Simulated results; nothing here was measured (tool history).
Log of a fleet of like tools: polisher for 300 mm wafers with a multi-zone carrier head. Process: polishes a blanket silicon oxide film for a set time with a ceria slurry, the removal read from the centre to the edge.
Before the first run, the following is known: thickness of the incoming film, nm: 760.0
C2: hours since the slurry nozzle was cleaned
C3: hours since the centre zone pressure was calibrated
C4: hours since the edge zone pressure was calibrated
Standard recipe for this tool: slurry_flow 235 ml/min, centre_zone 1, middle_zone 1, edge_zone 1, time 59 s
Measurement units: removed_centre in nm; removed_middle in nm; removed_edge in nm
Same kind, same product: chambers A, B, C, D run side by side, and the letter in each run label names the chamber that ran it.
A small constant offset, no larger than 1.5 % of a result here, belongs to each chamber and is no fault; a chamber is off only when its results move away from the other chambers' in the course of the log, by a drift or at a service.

run 1D day=0.275 | slurry_flow=235 centre_zone=1 middle_zone=1 edge_zone=1 time=59 | wafers_polished_on_this_pad=1052 C2=269.5 C3=163.1 C4=922.5 | removed_centre=249.14 removed_middle=254.31 removed_edge=255.41
run 2B day=0.458 | slurry_flow=235 centre_zone=1 middle_zone=1 edge_zone=1 time=59 | wafers_polished_on_this_pad=807 C2=214.3 C3=478.1 C4=704.4 | removed_centre=251.73 removed_middle=256.93 removed_edge=257.91
run 3C day=0.654 | slurry_flow=235 centre_zone=1 middle_zone=1 edge_zone=1 time=59 | wafers_polished_on_this_pad=686 C2=204 C3=166.5 C4=807.1 | removed_centre=256.68 removed_middle=258.02 removed_edge=257.57
-- day=0.729 chamber C: worn pad replaced by a new one
-- day=0.938 chamber B: worn pad replaced by a new one
run 4A day=0.983 | slurry_flow=235 centre_zone=1 middle_zone=1 edge_zone=1 time=59 | wafers_polished_on_this_pad=1277 C2=672.5 C3=598.7 C4=454.3 | removed_centre=258.09 removed_middle=256.43 removed_edge=253.14
-- day=1.154 chamber A: worn pad replaced by a new one
-- day=1.188 chamber A: centre zone pressure recalibrated
run 5B day=1.3 | slurry_flow=235 centre_zone=1 middle_zone=1 edge_zone=1 time=59 | wafers_polished_on_this_pad=85 C2=234.5 C3=498.3 C4=724.6 | removed_centre=257.08 removed_middle=260.46 removed_edge=254.28
-- day=1.433 chamber D: worn pad replaced by a new one
run 6C day=1.533 | slurry_flow=235 centre_zone=1 middle_zone=1 edge_zone=1 time=59 | wafers_polished_on_this_pad=188 C2=225.1 C3=187.6 C4=828.2 | removed_centre=252.19 removed_middle=259.17 removed_edge=255.05
-- day=1.675 chamber A: slurry nozzle cleaned
-- day=1.717 chamber B: slurry nozzle cleaned
run 7A day=1.817 | slurry_flow=235 centre_zone=1 middle_zone=1 edge_zone=1 time=59 | wafers_polished_on_this_pad=155 C2=3.5 C3=15.1 C4=474.3 | removed_centre=258.58 removed_middle=256.43 removed_edge=253.04
-- day=2.096 chamber C: edge zone pressure recalibrated
run 8D day=2.129 | slurry_flow=235 centre_zone=1 middle_zone=1 edge_zone=1 time=59 | wafers_polished_on_this_pad=163 C2=314 C3=207.6 C4=967 | removed_centre=253.92 removed_middle=253.87 removed_edge=255.78
run 9B day=2.346 | slurry_flow=235 centre_zone=1 middle_zone=1 edge_zone=1 time=59 | wafers_polished_on_this_pad=330 C2=15.1 C3=523.4 C4=749.7 | removed_centre=253.66 removed_middle=254.96 removed_edge=257.16
-- day=2.471 chamber C: slurry nozzle cleaned
run 10D day=2.546 | slurry_flow=235 centre_zone=1 middle_zone=1 edge_zone=1 time=59 | wafers_polished_on_this_pad=261 C2=324 C3=217.6 C4=977 | removed_centre=256.48 removed_middle=253.23 removed_edge=255.72
run 11C day=2.75 | slurry_flow=235 centre_zone=1 middle_zone=1 edge_zone=1 time=59 | wafers_polished_on_this_pad=473 C2=6.8 C3=216.8 C4=15.8 | removed_centre=256.46 removed_middle=259.26 removed_edge=254.21
run 12A day=3.067 | slurry_flow=235 centre_zone=1 middle_zone=1 edge_zone=1 time=59 | wafers_polished_on_this_pad=448 C2=33.5 C3=45.1 C4=504.3 | removed_centre=259.78 removed_middle=257.95 removed_edge=252.42
-- day=3.317 chamber B: centre zone pressure recalibrated
run 13A day=3.408 | slurry_flow=270 centre_zone=1 middle_zone=1 edge_zone=1.08 time=59 | wafers_polished_on_this_pad=528 C2=41.7 C3=53.3 C4=512.5 | removed_centre=262.49 removed_middle=257.4 removed_edge=263.81
run 14D day=3.621 | slurry_flow=270 centre_zone=1 middle_zone=1 edge_zone=1.08 time=59 | wafers_polished_on_this_pad=512 C2=349.8 C3=243.4 C4=1002.8 | removed_centre=259.26 removed_middle=259.12 removed_edge=271.23
run 15C day=3.833 | slurry_flow=270 centre_zone=1 middle_zone=1 edge_zone=1.08 time=59 | wafers_polished_on_this_pad=726 C2=32.8 C3=242.8 C4=41.8 | removed_centre=259.05 removed_middle=260.02 removed_edge=271.36
run 16B day=4.067 | slurry_flow=270 centre_zone=1 middle_zone=1 edge_zone=1.08 time=59 | wafers_polished_on_this_pad=733 C2=56.4 C3=18 C4=791 | removed_centre=229.66 removed_middle=264.01 removed_edge=269.38
-- day=4.171 chamber C: worn pad replaced by a new one
run 17D day=4.421 | slurry_flow=235 centre_zone=1 middle_zone=1 edge_zone=1 time=59 | wafers_polished_on_this_pad=700 C2=369 C3=262.6 C4=1022 | removed_centre=258.02 removed_middle=255.98 removed_edge=254.21
-- day=4.742 chamber B: worn pad replaced by a new one
run 18C day=4.742 | slurry_flow=235 centre_zone=1 middle_zone=1 edge_zone=1 time=59 | wafers_polished_on_this_pad=134 C2=54.6 C3=264.6 C4=63.6 | removed_centre=258.06 removed_middle=256.32 removed_edge=257.02
run 19B day=5.071 | slurry_flow=235 centre_zone=1 middle_zone=1 edge_zone=1 time=59 | wafers_polished_on_this_pad=77 C2=80.5 C3=42.1 C4=815.1 | removed_centre=229.24 removed_middle=259.72 removed_edge=259.56
run 20A day=5.258 | slurry_flow=235 centre_zone=1 middle_zone=0.93 edge_zone=1.12 time=59 | wafers_polished_on_this_pad=961 C2=86.1 C3=97.7 C4=556.9 | removed_centre=252.61 removed_middle=234.85 removed_edge=267.75
run 21B day=5.512 | slurry_flow=235 centre_zone=1 middle_zone=0.93 edge_zone=1.12 time=59 | wafers_polished_on_this_pad=181 C2=91.1 C3=52.7 C4=825.7 | removed_centre=231.16 removed_middle=240.44 removed_edge=270.62
run 22A day=5.817 | slurry_flow=235 centre_zone=1 middle_zone=0.93 edge_zone=1.12 time=59 | wafers_polished_on_this_pad=1091 C2=99.5 C3=111.1 C4=570.3 | removed_centre=256.17 removed_middle=240.17 removed_edge=272.01
run 23D day=6.062 | slurry_flow=235 centre_zone=1 middle_zone=0.93 edge_zone=1.12 time=59 | wafers_polished_on_this_pad=1084 C2=408.4 C3=302 C4=1061.4 | removed_centre=249.44 removed_middle=238.92 removed_edge=268.86
-- day=6.396 chamber A: worn pad replaced by a new one
run 24C day=6.4 | slurry_flow=235 centre_zone=1 middle_zone=1 edge_zone=1 time=59 | wafers_polished_on_this_pad=522 C2=94.4 C3=304.4 C4=103.4 | removed_centre=253.62 removed_middle=257.35 removed_edge=256.38
run 25B day=6.558 | slurry_flow=235 centre_zone=1 middle_zone=1 edge_zone=1 time=59 | wafers_polished_on_this_pad=426 C2=116.2 C3=77.8 C4=850.8 | removed_centre=228.36 removed_middle=258.02 removed_edge=255.5
run 26C day=6.804 | slurry_flow=235 centre_zone=1 middle_zone=1 edge_zone=1.12 time=59 | wafers_polished_on_this_pad=617 C2=104.1 C3=314.1 C4=113.1 | removed_centre=255.62 removed_middle=258.54 removed_edge=276.46
-- day=6.912 chamber B: edge zone pressure recalibrated
run 27D day=7.046 | slurry_flow=235 centre_zone=1 middle_zone=1 edge_zone=1.12 time=59 | wafers_polished_on_this_pad=1314 C2=432 C3=325.6 C4=1085 | removed_centre=250.92 removed_middle=250.42 removed_edge=269.5
run 28A day=7.308 | slurry_flow=235 centre_zone=1 middle_zone=1 edge_zone=1.12 time=59 | wafers_polished_on_this_pad=213 C2=135.3 C3=146.9 C4=606.1 | removed_centre=256.99 removed_middle=257.3 removed_edge=269.22
-- day=7.404 chamber C: worn pad replaced by a new one
-- day=7.529 chamber D: worn pad replaced by a new one
run 29B day=7.533 | slurry_flow=235 centre_zone=1 middle_zone=1 edge_zone=1.12 time=59 | wafers_polished_on_this_pad=654 C2=139.6 C3=101.2 C4=14.9 | removed_centre=228.28 removed_middle=261.47 removed_edge=273.05
run 30D day=7.696 | slurry_flow=235 centre_zone=1 middle_zone=0.95 edge_zone=1 time=59 | wafers_polished_on_this_pad=39 C2=447.6 C3=341.2 C4=1100.6 | removed_centre=252.03 removed_middle=242.48 removed_edge=252.9
run 31A day=7.875 | slurry_flow=235 centre_zone=1 middle_zone=0.95 edge_zone=1 time=59 | wafers_polished_on_this_pad=346 C2=148.9 C3=160.5 C4=619.7 | removed_centre=255.51 removed_middle=240.69 removed_edge=252.21
run 32C day=8.067 | slurry_flow=235 centre_zone=1 middle_zone=0.95 edge_zone=1 time=59 | wafers_polished_on_this_pad=155 C2=134.4 C3=344.4 C4=143.4 | removed_centre=252.23 removed_middle=247.33 removed_edge=253.62
run 33A day=8.417 | slurry_flow=235 centre_zone=1 middle_zone=0.95 edge_zone=1 time=59 | wafers_polished_on_this_pad=473 C2=161.9 C3=173.5 C4=632.7 | removed_centre=257.78 removed_middle=241.72 removed_edge=257.1

Decide between three cases: one chamber stands off from its peers, the gauge reading all wafers drifts, or nothing is wrong past each chamber's small offset. Where a chamber is off, say which and what most likely put it there.

A service on chamber B put it out of line with the rest.
What lies behind it: centre zone's pressure below its setpoint, % = 9.84.

Which of the 4 candidates below, each the usual settings with something changed and its results left as question marks, puts chamber B back in line with what the other chambers give on the usual settings?
To be in line, a result may differ from the other chambers' mean on the usual settings by at most: removed_centre 12 nm; removed_middle 8.1 nm; removed_edge 6.4 nm
run 34B-1 day=8.667 | slurry_flow=235 centre_zone=0.98 middle_zone=1 edge_zone=1.01 time=59 | removed_centre=? removed_middle=? removed_edge=?
run 34B-2 day=8.667 | slurry_flow=230 centre_zone=0.91 middle_zone=1.02 edge_zone=1.03 time=59 | removed_centre=? removed_middle=? removed_edge=?
run 34B-3 day=8.667 | slurry_flow=240 centre_zone=1.09 middle_zone=0.98 edge_zone=0.97 time=59 | removed_centre=? removed_middle=? removed_edge=?
run 34B-4 day=8.667 | slurry_flow=235 centre_zone=1.02 middle_zone=1 edge_zone=0.99 time=59 | removed_centre=? removed_middle=? removed_edge=?

The mean the other chambers reach with the usual settings: removed_centre 255.36 nm; removed_middle 254.79 nm; removed_edge 254.28 nm
run=34B-1 removed_centre=225.62 removed_middle=258.46 removed_edge=257.12
run=34B-2 removed_centre=207.22 removed_middle=262.55 removed_edge=259.23
run=34B-3 removed_centre=254.29 removed_middle=254.28 removed_edge=252.26
run=34B-4 removed_centre=235.79 removed_middle=258.42 removed_edge=254.42
The right change is 34B-3: it brings the chamber back within the allowed miss of the others.
